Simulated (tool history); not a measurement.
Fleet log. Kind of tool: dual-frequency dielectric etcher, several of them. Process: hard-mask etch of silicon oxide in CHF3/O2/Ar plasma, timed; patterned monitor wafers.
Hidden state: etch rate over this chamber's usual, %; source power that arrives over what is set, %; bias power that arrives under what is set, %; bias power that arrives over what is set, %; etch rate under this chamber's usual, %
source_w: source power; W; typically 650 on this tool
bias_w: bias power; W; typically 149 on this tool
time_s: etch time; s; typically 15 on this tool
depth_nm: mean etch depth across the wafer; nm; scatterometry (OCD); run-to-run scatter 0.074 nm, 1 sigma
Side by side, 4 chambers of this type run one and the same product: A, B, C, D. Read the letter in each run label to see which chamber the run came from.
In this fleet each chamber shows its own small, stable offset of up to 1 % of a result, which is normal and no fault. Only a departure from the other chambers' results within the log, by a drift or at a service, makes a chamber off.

run	hour	source_w	bias_w	time_s	hours since the last wet clean	hours since the last source power generator calibration	hours since the last bias power generator calibration	read-back reference wafer on the same gauge, depth_nm	depth_nm
1B	5.6	650	149	15	414.2	59	866.4	32.593	28.357
2D	9.6	650	149	15	500.8	2020.2	1768.8	32.615	28.514
3C	16.2	650	149	15	279.6	1468.6	645.6	32.598	28.753
4A	21.7	650	149	15	444.8	1012.1	1667.3	32.6	28.941
5B	26	650	176	15	434.6	79.4	886.8	32.584	29.949
6A	29.8	650	176	15	452.9	1020.2	1675.4	32.583	30.521
7D	36.2	650	176	15	527.4	2046.8	1795.4	32.588	30.012
# hour 38: chamber D: wet clean of the chamber
8C	41.8	650	176	15	305.2	1494.2	671.2	32.608	30.485
9A	48.4	650	163	15	471.5	1038.8	1694	32.583	29.834
10C	52.9	650	163	15	316.3	1505.3	682.3	32.568	29.719
11B	58.1	650	163	15	466.7	111.5	918.9	32.619	29.255
12D	63.4	650	163	15	25.5	2074	1822.6	32.577	29.391
# hour 65.7: chamber B: wet clean of the chamber
13D	69.9	650	149	15	32	2080.5	1829.1	32.618	28.611
14C	75.7	650	149	15	339.1	1528.1	705.1	32.611	28.928
15B	79.9	650	137	16.5	14.3	133.3	940.7	32.61	30.296
16A	85.9	650	137	16.5	509	1076.3	1731.5	32.591	31.138
17D	90.2	650	137	16.5	52.3	2100.8	1849.4	32.616	30.697
18B	96.8	650	137	16.5	31.2	150.2	957.6	32.589	30.354
19A	102.7	650	149	15	525.8	1093.1	1748.3	32.591	28.861
20C	108.2	650	149	15	371.6	1560.6	737.6	32.626	29.098
21A	112.2	570	149	15	535.3	1102.6	1757.8	32.601	27.45
22B	117.7	570	149	15	52.1	171.1	978.5	32.591	27.02
23C	124.4	570	149	15	387.8	1576.8	753.8	32.602	27.58
# hour 126.9: chamber A: wet clean of the chamber
24D	128.4	570	149	15	90.5	2139	1887.6	32.604	27.231
25C	134.3	650	149	15	397.7	1586.7	763.7	32.619	29.084
26B	138.4	650	149	15	72.8	191.8	999.2	32.603	28.29
27A	142.4	650	149	15	15.5	1132.8	1788	32.613	28.885
28D	145.4	650	149	15	107.5	2156	1904.6	32.606	28.58
29D	151.3	650	149	15	113.4	2161.9	1910.5	32.602	28.636
30B	156.7	650	149	15	91.1	210.1	1017.5	32.613	28.441
31C	159.9	650	149	15	423.3	1612.3	789.3	32.597	29.166
32A	163.7	790	184	15	36.8	1154.1	1809.3	32.607	33.614
33A	169.1	790	184	15	42.2	1159.5	1814.7	32.6	33.594
34C	173.5	790	184	15	436.9	1625.9	802.9	32.611	33.644

Decide between three cases: one chamber stands off from its peers, the gauge reading all wafers drifts, or nothing is wrong past each chamber's small offset. Where a chamber is off, say which and what most likely put it there.

It is chamber C that slowly wanders off from its peers.
Cause: source power that arrives over what is set, % = 4.04.
Not necessarily distinguishable in this log from: etch rate over this chamber's usual, %; bias power that arrives over what is set, %.

Below are 4 candidate recipes for chamber C's next run, each the usual settings with a change, their results shown as question marks. Which of them brings C's results back in line with what the other chambers give on the usual settings?
In-line tolerance around the mean of the other chambers on the usual settings: depth_nm 0.26 nm
35C-1	178.3	650	158	15					?
35C-2	178.3	650	148	15					?
35C-3	178.3	650	150	15					?
35C-4	178.3	650	140	15					?

Other chambers, usual settings, mean: depth_nm 28.638 nm
run	depth_nm
35C-1	29.742
35C-2	29.117
35C-3	29.243
35C-4	28.603
The answer is 35C-4, which returns the chamber to within the allowed miss of the others.

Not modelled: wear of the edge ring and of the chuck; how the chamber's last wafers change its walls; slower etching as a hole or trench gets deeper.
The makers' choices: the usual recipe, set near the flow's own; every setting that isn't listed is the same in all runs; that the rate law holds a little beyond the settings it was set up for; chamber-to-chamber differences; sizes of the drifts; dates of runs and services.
